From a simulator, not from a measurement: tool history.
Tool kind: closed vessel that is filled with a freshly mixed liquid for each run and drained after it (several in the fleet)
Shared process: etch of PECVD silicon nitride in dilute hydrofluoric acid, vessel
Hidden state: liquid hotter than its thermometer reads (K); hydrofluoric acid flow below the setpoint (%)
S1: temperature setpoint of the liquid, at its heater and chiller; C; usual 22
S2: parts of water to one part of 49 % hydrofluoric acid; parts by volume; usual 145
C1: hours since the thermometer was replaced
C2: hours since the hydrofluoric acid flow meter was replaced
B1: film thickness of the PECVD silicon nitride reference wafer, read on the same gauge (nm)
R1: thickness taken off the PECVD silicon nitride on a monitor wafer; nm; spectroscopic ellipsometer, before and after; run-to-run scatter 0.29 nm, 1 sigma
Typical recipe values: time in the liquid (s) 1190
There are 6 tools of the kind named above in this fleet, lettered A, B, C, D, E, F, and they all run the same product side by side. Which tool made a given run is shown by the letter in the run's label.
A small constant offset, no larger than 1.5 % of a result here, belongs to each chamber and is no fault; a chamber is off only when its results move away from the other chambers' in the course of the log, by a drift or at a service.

Run 1E, hour 13: usual settings; C1 350.5; C2 831.1; B1 29.995. Result: R1 39.779 nm.
Run 2A, hour 24.6: usual settings; C1 940.3; C2 1248.4; B1 30.014. Result: R1 40.928 nm.
Run 3F, hour 34.3: usual settings; C1 1923.9; C2 985.2; B1 29.989. Result: R1 39.801 nm.
Run 4B, hour 43.1: usual settings; C1 995.7; C2 1041.9; B1 30.023. Result: R1 40.315 nm.
Run 5C, hour 54.9: usual settings; C1 1185.9; C2 1055; B1 29.984. Result: R1 40.361 nm.
At hour 65.1: chamber A: hydrofluoric acid flow meter replaced.
Run 6D, hour 66.5: usual settings but time in the liquid (s) 840; C1 655.6; C2 493.7; B1 30.01. Result: R1 28.679 nm.
Run 7C, hour 77.3: usual settings but time in the liquid (s) 840; C1 1208.3; C2 1077.4; B1 29.964. Result: R1 28.583 nm.
At hour 86.6: chamber F: hydrofluoric acid flow meter replaced.
Run 8D, hour 90.9: usual settings but time in the liquid (s) 840; C1 680; C2 518.1; B1 30.007. Result: R1 28.529 nm.
Run 9E, hour 98: usual settings but time in the liquid (s) 840; C1 435.5; C2 916.1; B1 29.991. Result: R1 28.217 nm.
Run 10A, hour 108.3: usual settings but time in the liquid (s) 840; C1 1024; C2 43.3; B1 30.015. Result: R1 28.649 nm.
Run 11F, hour 121.4: usual settings but time in the liquid (s) 840; C1 2011; C2 34.8; B1 30.015. Result: R1 28.408 nm.
Run 12B, hour 132.4: usual settings; C1 1085; C2 1131.2; B1 30. Result: R1 40.035 nm.
Run 13F, hour 145.5: usual settings; C1 2035.1; C2 58.9; B1 29.997. Result: R1 39.759 nm.
Run 14A, hour 154.9: usual settings; C1 1070.6; C2 89.9; B1 29.975. Result: R1 41.091 nm.
Run 15E, hour 164.1: usual settings; C1 501.6; C2 982.2; B1 29.998. Result: R1 39.722 nm.
Run 16C, hour 172.8: usual settings; C1 1303.8; C2 1172.9; B1 29.997. Result: R1 40.527 nm.
Run 17B, hour 180.5: usual settings; C1 1133.1; C2 1179.3; B1 30.011. Result: R1 40.743 nm.
Run 18D, hour 191.9: usual settings; C1 781; C2 619.1; B1 30.018. Result: R1 40.02 nm.
Run 19C, hour 204.8: usual settings but S2 170 parts by volume; C1 1335.8; C2 1204.9; B1 30.005. Result: R1 35.149 nm.
At hour 210.3: chamber B: thermometer replaced.
Run 20B, hour 216.9: usual settings but S2 170 parts by volume; C1 6.6; C2 1215.7; B1 29.999. Result: R1 34.711 nm.
Run 21A, hour 230.4: usual settings but S2 170 parts by volume; C1 1146.1; C2 165.4; B1 30.015. Result: R1 34.763 nm.
Run 22E, hour 238.8: usual settings but S2 170 parts by volume; C1 576.3; C2 1056.9; B1 29.977. Result: R1 33.939 nm.
Run 23D, hour 252.8: usual settings but S2 170 parts by volume; C1 841.9; C2 680; B1 29.984. Result: R1 34.23 nm.
Run 24F, hour 261.2: usual settings but S2 170 parts by volume; C1 2150.8; C2 174.6; B1 30.007. Result: R1 34.271 nm.
Run 25E, hour 275: usual settings; C1 612.5; C2 1093.1; B1 30.016. Result: R1 39.934 nm.
Run 26B, hour 290.1: usual settings; C1 79.8; C2 1288.9; B1 30.005. Result: R1 40.5 nm.
At hour 291.4: chamber D: thermometer replaced.
Run 27C, hour 303.3: usual settings; C1 1434.3; C2 1303.4; B1 30.03. Result: R1 40.661 nm.
Run 28A, hour 310.8: usual settings; C1 1226.5; C2 245.8; B1 30.025. Result: R1 40.98 nm.
Run 29D, hour 323: usual settings; C1 31.7; C2 750.2; B1 29.992. Result: R1 40.231 nm.
Run 30F, hour 332.9: usual settings; C1 2222.5; C2 246.3; B1 29.971. Result: R1 39.878 nm.
Run 31A, hour 340.4: usual settings; C1 1256.1; C2 275.4; B1 29.995. Result: R1 41.185 nm.
Run 32B, hour 355.8: usual settings; C1 145.5; C2 1354.6; B1 30. Result: R1 39.991 nm.
Run 33E, hour 365.8: usual settings but S1 19.5 C, time in the liquid (s) 650; C1 703.3; C2 1183.9; B1 29.984. Result: R1 18.393 nm.
Run 34C, hour 380.9: usual settings but S1 19.5 C, time in the liquid (s) 650; C1 1511.9; C2 1381; B1 30.015. Result: R1 18.682 nm.
Run 35D, hour 394.5: usual settings but S1 19.5 C, time in the liquid (s) 650; C1 103.2; C2 821.7; B1 30.027. Result: R1 18.561 nm.
Run 36F, hour 402: usual settings but S1 19.5 C, time in the liquid (s) 650; C1 2291.6; C2 315.4; B1 30.018. Result: R1 18.501 nm.
Run 37F, hour 410.1: usual settings but S1 19.5 C, time in the liquid (s) 650; C1 2299.7; C2 323.5; B1 29.999. Result: R1 18.419 nm.
Run 38D, hour 420.4: usual settings but S1 19.5 C, time in the liquid (s) 650; C1 129.1; C2 847.6; B1 29.991. Result: R1 18.487 nm.
Run 39B, hour 432: usual settings; C1 221.7; C2 1430.8; B1 29.999. Result: R1 40.971 nm.
Run 40C, hour 446.3: usual settings; C1 1577.3; C2 1446.4; B1 30.015. Result: R1 40.49 nm.

Is one chamber off against the others, does the gauge drift, or is nothing wrong? If a chamber is off, say which, and what the likeliest cause is.

No chamber is off and the gauge is stable; the differences are just each chamber's small, constant offset.

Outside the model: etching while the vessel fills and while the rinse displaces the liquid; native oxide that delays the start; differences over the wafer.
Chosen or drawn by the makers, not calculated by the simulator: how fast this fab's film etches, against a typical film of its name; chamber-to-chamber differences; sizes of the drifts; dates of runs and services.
